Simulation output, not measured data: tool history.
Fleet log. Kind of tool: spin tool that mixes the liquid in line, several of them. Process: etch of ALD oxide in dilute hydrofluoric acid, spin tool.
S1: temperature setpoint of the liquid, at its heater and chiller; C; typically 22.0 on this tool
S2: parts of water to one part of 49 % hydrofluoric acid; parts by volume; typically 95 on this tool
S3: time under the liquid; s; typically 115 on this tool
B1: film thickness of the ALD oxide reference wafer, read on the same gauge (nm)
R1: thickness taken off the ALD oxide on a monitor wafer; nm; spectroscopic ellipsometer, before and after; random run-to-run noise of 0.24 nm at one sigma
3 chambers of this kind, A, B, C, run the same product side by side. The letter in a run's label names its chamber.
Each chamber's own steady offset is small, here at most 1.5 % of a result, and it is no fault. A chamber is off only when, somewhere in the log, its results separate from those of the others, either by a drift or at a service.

{"run": "1A", "day": 0.408, "S1": 22.0, "S2": 95, "S3": 115, "B1": 40.004, "R1": 25.151}
{"run": "2B", "day": 0.762, "S1": 22.0, "S2": 95, "S3": 115, "B1": 39.969, "R1": 24.755}
{"run": "3C", "day": 1.171, "S1": 22.0, "S2": 95, "S3": 115, "B1": 39.972, "R1": 25.889}
{"run": "4B", "day": 1.646, "S1": 22.0, "S2": 95, "S3": 115, "B1": 39.972, "R1": 25.171}
{"run": "5C", "day": 2.158, "S1": 22.0, "S2": 95, "S3": 115, "B1": 40.012, "R1": 25.367}
{"day": 2.671, "done": "chamber A: hydrofluoric acid flow meter replaced"}
{"run": "6A", "day": 2.788, "S1": 22.0, "S2": 95, "S3": 150, "B1": 40.059, "R1": 33.585}
{"run": "7C", "day": 3.442, "S1": 22.0, "S2": 95, "S3": 150, "B1": 39.957, "R1": 32.962}
{"run": "8B", "day": 3.925, "S1": 22.0, "S2": 95, "S3": 150, "B1": 40.026, "R1": 32.085}
{"run": "9A", "day": 4.554, "S1": 22.0, "S2": 95, "S3": 115, "B1": 39.988, "R1": 25.077}
{"run": "10C", "day": 5.2, "S1": 22.0, "S2": 95, "S3": 115, "B1": 40.001, "R1": 25.768}
{"run": "11A", "day": 5.5, "S1": 22.0, "S2": 140, "S3": 90, "B1": 39.996, "R1": 12.722}
{"run": "12B", "day": 5.896, "S1": 22.0, "S2": 140, "S3": 90, "B1": 40.007, "R1": 12.755}
{"day": 6.233, "done": "chamber C: hydrofluoric acid flow meter replaced"}
{"run": "13B", "day": 6.375, "S1": 22.0, "S2": 140, "S3": 90, "B1": 40.024, "R1": 12.467}
{"run": "14A", "day": 6.804, "S1": 22.0, "S2": 95, "S3": 115, "B1": 40.0, "R1": 25.523}
{"day": 7.104, "done": "chamber B: thermometer replaced"}
{"run": "15C", "day": 7.192, "S1": 22.0, "S2": 65, "S3": 115, "B1": 40.03, "R1": 38.278}
{"run": "16B", "day": 7.733, "S1": 22.0, "S2": 65, "S3": 115, "B1": 39.978, "R1": 36.911}
{"run": "17C", "day": 8.404, "S1": 22.0, "S2": 65, "S3": 115, "B1": 40.004, "R1": 38.365}
{"run": "18A", "day": 8.908, "S1": 22.0, "S2": 95, "S3": 115, "B1": 39.964, "R1": 25.589}
{"run": "19C", "day": 9.3, "S1": 22.0, "S2": 95, "S3": 115, "B1": 39.982, "R1": 25.267}
{"run": "20A", "day": 9.662, "S1": 22.0, "S2": 95, "S3": 115, "B1": 40.032, "R1": 25.108}
{"run": "21B", "day": 9.996, "S1": 22.0, "S2": 95, "S3": 115, "B1": 39.999, "R1": 25.001}
{"run": "22C", "day": 10.446, "S1": 22.0, "S2": 95, "S3": 115, "B1": 40.038, "R1": 25.307}
{"run": "23B", "day": 10.879, "S1": 22.0, "S2": 95, "S3": 115, "B1": 39.979, "R1": 24.963}
{"run": "24A", "day": 11.396, "S1": 22.0, "S2": 95, "S3": 115, "B1": 40.042, "R1": 25.289}
{"run": "25A", "day": 11.692, "S1": 26.5, "S2": 95, "S3": 115, "B1": 39.987, "R1": 30.272}
{"run": "26B", "day": 12.133, "S1": 26.5, "S2": 95, "S3": 115, "B1": 40.023, "R1": 30.288}
{"run": "27C", "day": 12.462, "S1": 26.5, "S2": 95, "S3": 115, "B1": 40.001, "R1": 29.526}
{"run": "28B", "day": 12.921, "S1": 22.0, "S2": 95, "S3": 115, "B1": 40.025, "R1": 25.729}
{"run": "29C", "day": 13.35, "S1": 22.0, "S2": 95, "S3": 115, "B1": 40.007, "R1": 25.309}
{"run": "30A", "day": 13.75, "S1": 22.0, "S2": 95, "S3": 115, "B1": 40.034, "R1": 25.133}
{"run": "31C", "day": 14.312, "S1": 22.0, "S2": 95, "S3": 115, "B1": 39.99, "R1": 25.334}
{"run": "32B", "day": 14.796, "S1": 22.0, "S2": 95, "S3": 115, "B1": 40.018, "R1": 26.171}
{"run": "33A", "day": 15.1, "S1": 22.0, "S2": 95, "S3": 115, "B1": 40.005, "R1": 25.773}
{"run": "34B", "day": 15.412, "S1": 22.0, "S2": 95, "S3": 115, "B1": 39.993, "R1": 26.383}
{"run": "35C", "day": 15.954, "S1": 22.0, "S2": 140, "S3": 185, "B1": 40.027, "R1": 26.152}
{"run": "36A", "day": 16.267, "S1": 22.0, "S2": 140, "S3": 185, "B1": 39.958, "R1": 26.5}
{"run": "37B", "day": 16.608, "S1": 22.0, "S2": 140, "S3": 185, "B1": 39.982, "R1": 27.731}
{"run": "38A", "day": 17.254, "S1": 19.5, "S2": 55, "S3": 115, "B1": 40.026, "R1": 40.966}
{"run": "39C", "day": 17.796, "S1": 19.5, "S2": 55, "S3": 115, "B1": 39.981, "R1": 41.366}
{"run": "40A", "day": 18.454, "S1": 19.5, "S2": 55, "S3": 115, "B1": 39.962, "R1": 40.996}
{"run": "41B", "day": 18.854, "S1": 22.0, "S2": 110, "S3": 115, "B1": 39.985, "R1": 23.123}
{"run": "42C", "day": 19.238, "S1": 22.0, "S2": 110, "S3": 115, "B1": 40.016, "R1": 21.321}

Is one chamber out of step, is the gauge drifting, or do the chambers differ by no more than their own small offsets? For an off chamber, give its letter and the likeliest cause.

Little by little, chamber B moves away from the other chambers.
Likeliest cause: hydrofluoric acid flow above the setpoint (%) = 7.92.
The log might look much the same if the cause were instead: liquid hotter than its thermometer reads (K).

Which of the 4 candidates below, each the usual settings with something changed and its results left as question marks, puts chamber B back in line with what the other chambers give on the usual settings?
In line means no further than this from the other chambers' mean on the usual settings: R1 0.860 nm
{"run": "43B-1", "day": 19.721, "S1": 22.0, "S2": 105, "S3": 115, "R1": "?"}
{"run": "43B-2", "day": 19.721, "S1": 23.5, "S2": 95, "S3": 115, "R1": "?"}
{"run": "43B-3", "day": 19.721, "S1": 22.0, "S2": 95, "S3": 130, "R1": "?"}
{"run": "43B-4", "day": 19.721, "S1": 20.5, "S2": 95, "S3": 115, "R1": "?"}

The other chambers' mean on the usual settings: R1 25.339 nm
run=43B-1 R1=24.117
run=43B-2 R1=28.626
run=43B-3 R1=30.431
run=43B-4 R1=25.295
The right change is 43B-4: it brings the chamber back within the allowed miss of the others.
